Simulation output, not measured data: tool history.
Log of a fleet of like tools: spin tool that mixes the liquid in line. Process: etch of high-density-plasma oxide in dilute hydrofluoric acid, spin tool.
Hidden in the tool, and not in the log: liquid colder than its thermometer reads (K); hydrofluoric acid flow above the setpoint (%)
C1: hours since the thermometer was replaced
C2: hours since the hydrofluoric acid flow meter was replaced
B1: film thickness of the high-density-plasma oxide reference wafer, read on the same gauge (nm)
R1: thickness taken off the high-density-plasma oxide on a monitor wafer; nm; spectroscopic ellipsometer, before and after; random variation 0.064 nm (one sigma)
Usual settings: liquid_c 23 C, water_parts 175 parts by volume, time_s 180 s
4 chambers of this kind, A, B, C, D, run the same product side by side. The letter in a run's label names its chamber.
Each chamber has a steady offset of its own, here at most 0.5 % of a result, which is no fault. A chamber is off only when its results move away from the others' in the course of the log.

run 1C hour=4.1 | liquid_c=23 water_parts=175 time_s=180 | C1=1322.4 C2=713.7 | B1=150.01 | R1=8.261
run 2B hour=8.1 | liquid_c=23 water_parts=175 time_s=180 | C1=368.6 C2=806.3 | B1=149.99 | R1=8.3503
run 3A hour=10.8 | liquid_c=23 water_parts=175 time_s=180 | C1=787.7 C2=795.1 | B1=150.01 | R1=8.2686
run 4D hour=13.3 | liquid_c=23 water_parts=175 time_s=180 | C1=1431.4 C2=1696.6 | B1=149.99 | R1=8.3388
run 5A hour=16.6 | liquid_c=23 water_parts=175 time_s=180 | C1=793.5 C2=800.9 | B1=150.01 | R1=8.3166
run 6B hour=19.1 | liquid_c=23 water_parts=175 time_s=180 | C1=379.6 C2=817.3 | B1=149.97 | R1=8.3765
-- hour=21.4 chamber C: thermometer replaced
run 7C hour=23.3 | liquid_c=23 water_parts=175 time_s=180 | C1=1.9 C2=732.9 | B1=149.99 | R1=8.2648
run 8D hour=26.1 | liquid_c=23 water_parts=175 time_s=180 | C1=1444.2 C2=1709.4 | B1=150 | R1=8.3393
run 9D hour=28.1 | liquid_c=21.5 water_parts=125 time_s=180 | C1=1446.2 C2=1711.4 | B1=150.01 | R1=11.757
run 10C hour=30.7 | liquid_c=21.5 water_parts=125 time_s=180 | C1=9.3 C2=740.3 | B1=150 | R1=11.501
run 11B hour=32.9 | liquid_c=21.5 water_parts=125 time_s=180 | C1=393.4 C2=831.1 | B1=150 | R1=11.69
run 12A hour=35.2 | liquid_c=21.5 water_parts=125 time_s=180 | C1=812.1 C2=819.5 | B1=150 | R1=11.44
run 13B hour=37.4 | liquid_c=27 water_parts=175 time_s=90 | C1=397.9 C2=835.6 | B1=149.99 | R1=4.8674
run 14D hour=40.4 | liquid_c=27 water_parts=175 time_s=90 | C1=1458.5 C2=1723.7 | B1=149.99 | R1=4.811
run 15C hour=43.1 | liquid_c=27 water_parts=175 time_s=90 | C1=21.7 C2=752.7 | B1=149.99 | R1=4.8278
run 16A hour=45.6 | liquid_c=27 water_parts=175 time_s=90 | C1=822.5 C2=829.9 | B1=150.01 | R1=4.7958
run 17D hour=48.4 | liquid_c=23 water_parts=175 time_s=180 | C1=1466.5 C2=1731.7 | B1=150.01 | R1=8.2579
run 18A hour=52.5 | liquid_c=23 water_parts=175 time_s=180 | C1=829.4 C2=836.8 | B1=149.99 | R1=8.2898
run 19B hour=54.9 | liquid_c=23 water_parts=175 time_s=180 | C1=415.4 C2=853.1 | B1=150.02 | R1=8.2983
run 20C hour=59.4 | liquid_c=23 water_parts=175 time_s=180 | C1=38 C2=769 | B1=150 | R1=8.4829
run 21B hour=62.8 | liquid_c=23 water_parts=175 time_s=180 | C1=423.3 C2=861 | B1=149.98 | R1=8.2694
run 22C hour=65.8 | liquid_c=19.5 water_parts=200 time_s=180 | C1=44.4 C2=775.4 | B1=149.99 | R1=6.4443
run 23A hour=68.1 | liquid_c=19.5 water_parts=200 time_s=180 | C1=845 C2=852.4 | B1=149.98 | R1=6.2525
run 24D hour=70.4 | liquid_c=19.5 water_parts=200 time_s=180 | C1=1488.5 C2=1753.7 | B1=149.98 | R1=6.2499
run 25D hour=74.4 | liquid_c=19.5 water_parts=200 time_s=180 | C1=1492.5 C2=1757.7 | B1=150 | R1=6.2929
run 26A hour=78.2 | liquid_c=23 water_parts=175 time_s=180 | C1=855.1 C2=862.5 | B1=149.99 | R1=8.2721
run 27B hour=80.2 | liquid_c=23 water_parts=175 time_s=180 | C1=440.7 C2=878.4 | B1=149.99 | R1=8.4582
run 28C hour=82.2 | liquid_c=23 water_parts=175 time_s=180 | C1=60.8 C2=791.8 | B1=150.01 | R1=8.7714
run 29B hour=84.9 | liquid_c=23 water_parts=175 time_s=180 | C1=445.4 C2=883.1 | B1=150.02 | R1=8.3925
run 30D hour=89.2 | liquid_c=23 water_parts=175 time_s=180 | C1=1507.3 C2=1772.5 | B1=150.01 | R1=8.267
run 31C hour=92.4 | liquid_c=23 water_parts=115 time_s=245 | C1=71 C2=802 | B1=149.99 | R1=19.232
run 32A hour=96.1 | liquid_c=23 water_parts=115 time_s=245 | C1=873 C2=880.4 | B1=150 | R1=18.402
run 33C hour=98.3 | liquid_c=23 water_parts=115 time_s=245 | C1=76.9 C2=807.9 | B1=150.01 | R1=19.703
run 34D hour=101.9 | liquid_c=23 water_parts=115 time_s=245 | C1=1520 C2=1785.2 | B1=150.01 | R1=18.366
run 35A hour=104.6 | liquid_c=23 water_parts=175 time_s=180 | C1=881.5 C2=888.9 | B1=149.99 | R1=8.2734
run 36B hour=106.7 | liquid_c=23 water_parts=175 time_s=180 | C1=467.2 C2=904.9 | B1=149.98 | R1=8.4953
run 37A hour=109.1 | liquid_c=23 water_parts=175 time_s=180 | C1=886 C2=893.4 | B1=149.99 | R1=8.362
run 38C hour=111.3 | liquid_c=23 water_parts=175 time_s=180 | C1=89.9 C2=820.9 | B1=149.99 | R1=9.0354

Is one chamber off against the others, does the gauge drift, or is nothing wrong? If a chamber is off, say which, and what the likeliest cause is.

Chamber C drifts away from the others.
Cause: hydrofluoric acid flow above the setpoint (%) = 7.9.
The log may not tell that from: liquid hotter than its thermometer reads (K).

Here are 4 candidates for chamber C's next run, each the usual settings with a change, their results left as question marks. Which one brings its results back in line with what the others give on the usual settings?
In line means no further than this from the other chambers' mean on the usual settings: R1 0.22 nm
run 39C-1 hour=114.5 | liquid_c=23 water_parts=175 time_s=185 | R1=?
run 39C-2 hour=114.5 | liquid_c=23 water_parts=180 time_s=170 | R1=?
run 39C-3 hour=114.5 | liquid_c=23 water_parts=170 time_s=190 | R1=?
run 39C-4 hour=114.5 | liquid_c=23 water_parts=175 time_s=175 | R1=?

The other chambers' mean on the usual settings: R1 8.3419 nm
run=39C-1 R1=9.3347
run=39C-2 R1=8.2993
run=39C-3 R1=9.917
run=39C-4 R1=8.8301
39C-2 brings the chamber back in line.

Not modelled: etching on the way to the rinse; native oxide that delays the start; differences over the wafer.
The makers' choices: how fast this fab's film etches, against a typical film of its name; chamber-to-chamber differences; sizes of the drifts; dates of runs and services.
